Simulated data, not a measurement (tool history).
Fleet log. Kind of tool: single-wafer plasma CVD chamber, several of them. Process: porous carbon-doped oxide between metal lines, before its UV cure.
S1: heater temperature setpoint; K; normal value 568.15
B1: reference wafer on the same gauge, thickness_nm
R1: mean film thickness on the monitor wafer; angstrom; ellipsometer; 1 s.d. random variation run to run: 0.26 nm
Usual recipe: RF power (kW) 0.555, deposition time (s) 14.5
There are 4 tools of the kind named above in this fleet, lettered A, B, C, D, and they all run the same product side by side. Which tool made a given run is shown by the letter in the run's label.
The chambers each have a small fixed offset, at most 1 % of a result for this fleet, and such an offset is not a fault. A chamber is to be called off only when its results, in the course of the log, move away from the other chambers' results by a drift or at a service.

{"run": "1A", "hour": 8.0, "S1": 568.15, "RF power (kW)": 0.555, "deposition time (s)": 14.5, "B1": 90.289, "R1": 889.33}
{"run": "2D", "hour": 17.2, "S1": 568.15, "RF power (kW)": 0.555, "deposition time (s)": 14.5, "B1": 90.306, "R1": 883.09}
{"run": "3B", "hour": 24.1, "S1": 568.15, "RF power (kW)": 0.555, "deposition time (s)": 14.5, "B1": 90.337, "R1": 895.55}
{"run": "4C", "hour": 30.9, "S1": 568.15, "RF power (kW)": 0.555, "deposition time (s)": 14.5, "B1": 90.262, "R1": 883.16}
{"run": "5A", "hour": 37.4, "S1": 568.15, "RF power (kW)": 0.555, "deposition time (s)": 14.5, "B1": 90.291, "R1": 889.86}
{"run": "6D", "hour": 43.8, "S1": 568.15, "RF power (kW)": 0.555, "deposition time (s)": 14.5, "B1": 90.233, "R1": 883.16}
{"run": "7C", "hour": 51.2, "S1": 568.15, "RF power (kW)": 0.555, "deposition time (s)": 14.5, "B1": 90.308, "R1": 883.72}
{"run": "8B", "hour": 59.5, "S1": 559.15, "RF power (kW)": 0.615, "deposition time (s)": 14.5, "B1": 90.287, "R1": 1001.4}
{"run": "9C", "hour": 64.3, "S1": 559.15, "RF power (kW)": 0.615, "deposition time (s)": 14.5, "B1": 90.368, "R1": 993.65}
{"run": "10D", "hour": 72.8, "S1": 559.15, "RF power (kW)": 0.615, "deposition time (s)": 14.5, "B1": 90.334, "R1": 993.18}
{"run": "11B", "hour": 83.0, "S1": 559.15, "RF power (kW)": 0.615, "deposition time (s)": 14.5, "B1": 90.247, "R1": 1011.8}
{"run": "12A", "hour": 87.8, "S1": 568.15, "RF power (kW)": 0.555, "deposition time (s)": 14.5, "B1": 90.284, "R1": 885.38}
{"hour": 90.6, "done": "chamber B: thermocouple changed; heater temperature recalibrated"}
{"run": "13C", "hour": 95.2, "S1": 568.15, "RF power (kW)": 0.555, "deposition time (s)": 14.5, "B1": 90.301, "R1": 876.4}
{"run": "14D", "hour": 101.3, "S1": 568.15, "RF power (kW)": 0.555, "deposition time (s)": 14.5, "B1": 90.25, "R1": 881.24}
{"run": "15A", "hour": 110.7, "S1": 568.15, "RF power (kW)": 0.555, "deposition time (s)": 14.5, "B1": 90.221, "R1": 887.17}
{"run": "16B", "hour": 120.0, "S1": 568.15, "RF power (kW)": 0.555, "deposition time (s)": 14.5, "B1": 90.239, "R1": 916.44}
{"hour": 121.1, "done": "chamber A: thermocouple changed; heater temperature recalibrated"}
{"run": "17B", "hour": 129.1, "S1": 568.15, "RF power (kW)": 0.555, "deposition time (s)": 14.5, "B1": 90.299, "R1": 910.86}
{"run": "18A", "hour": 137.5, "S1": 576.15, "RF power (kW)": 0.555, "deposition time (s)": 14.5, "B1": 90.336, "R1": 850.51}
{"run": "19C", "hour": 144.1, "S1": 576.15, "RF power (kW)": 0.555, "deposition time (s)": 14.5, "B1": 90.194, "R1": 839.66}
{"run": "20D", "hour": 150.8, "S1": 576.15, "RF power (kW)": 0.555, "deposition time (s)": 14.5, "B1": 90.295, "R1": 842.1}
{"run": "21C", "hour": 158.8, "S1": 576.15, "RF power (kW)": 0.555, "deposition time (s)": 14.5, "B1": 90.241, "R1": 843.71}
{"run": "22D", "hour": 167.1, "S1": 568.15, "RF power (kW)": 0.555, "deposition time (s)": 14.5, "B1": 90.249, "R1": 878.51}
{"run": "23A", "hour": 174.4, "S1": 568.15, "RF power (kW)": 0.555, "deposition time (s)": 14.5, "B1": 90.264, "R1": 891.96}
{"run": "24B", "hour": 182.2, "S1": 568.15, "RF power (kW)": 0.555, "deposition time (s)": 14.5, "B1": 90.277, "R1": 904.9}
{"run": "25C", "hour": 191.9, "S1": 568.15, "RF power (kW)": 0.555, "deposition time (s)": 14.5, "B1": 90.34, "R1": 884.21}
{"run": "26B", "hour": 201.6, "S1": 568.15, "RF power (kW)": 0.555, "deposition time (s)": 14.5, "B1": 90.285, "R1": 906.06}
{"run": "27A", "hour": 209.8, "S1": 568.15, "RF power (kW)": 0.625, "deposition time (s)": 14.5, "B1": 90.254, "R1": 955.58}
{"run": "28D", "hour": 214.8, "S1": 568.15, "RF power (kW)": 0.625, "deposition time (s)": 14.5, "B1": 90.191, "R1": 951.69}
{"run": "29D", "hour": 224.3, "S1": 568.15, "RF power (kW)": 0.625, "deposition time (s)": 14.5, "B1": 90.28, "R1": 949.67}
{"run": "30B", "hour": 232.4, "S1": 568.15, "RF power (kW)": 0.625, "deposition time (s)": 14.5, "B1": 90.267, "R1": 983.81}
{"run": "31A", "hour": 241.1, "S1": 568.15, "RF power (kW)": 0.555, "deposition time (s)": 14.5, "B1": 90.287, "R1": 890.36}
{"run": "32C", "hour": 249.2, "S1": 568.15, "RF power (kW)": 0.555, "deposition time (s)": 14.5, "B1": 90.309, "R1": 882.32}
{"run": "33A", "hour": 255.8, "S1": 568.15, "RF power (kW)": 0.555, "deposition time (s)": 14.5, "B1": 90.311, "R1": 886.49}
{"run": "34C", "hour": 260.4, "S1": 568.15, "RF power (kW)": 0.555, "deposition time (s)": 14.5, "B1": 90.226, "R1": 883.57}
{"run": "35B", "hour": 268.7, "S1": 568.15, "RF power (kW)": 0.555, "deposition time (s)": 14.5, "B1": 90.312, "R1": 903.05}
{"run": "36D", "hour": 276.4, "S1": 568.15, "RF power (kW)": 0.555, "deposition time (s)": 14.5, "B1": 90.315, "R1": 882.47}
{"run": "37B", "hour": 283.6, "S1": 568.15, "RF power (kW)": 0.625, "deposition time (s)": 14.5, "B1": 90.347, "R1": 984.7}

Each of the 4 chambers runs these same settings next. Fill in every chamber's results:
{"run": "38A", "hour": 291.1, "S1": 554.15, "RF power (kW)": 0.555, "deposition time (s)": 14.5, "R1": "?"}
{"run": "38B", "hour": 291.1, "S1": 554.15, "RF power (kW)": 0.555, "deposition time (s)": 14.5, "R1": "?"}
{"run": "38C", "hour": 291.1, "S1": 554.15, "RF power (kW)": 0.555, "deposition time (s)": 14.5, "R1": "?"}
{"run": "38D", "hour": 291.1, "S1": 554.15, "RF power (kW)": 0.555, "deposition time (s)": 14.5, "R1": "?"}

run=38A R1=970.43
run=38B R1=990.77
run=38C R1=962.16
run=38D R1=959.53

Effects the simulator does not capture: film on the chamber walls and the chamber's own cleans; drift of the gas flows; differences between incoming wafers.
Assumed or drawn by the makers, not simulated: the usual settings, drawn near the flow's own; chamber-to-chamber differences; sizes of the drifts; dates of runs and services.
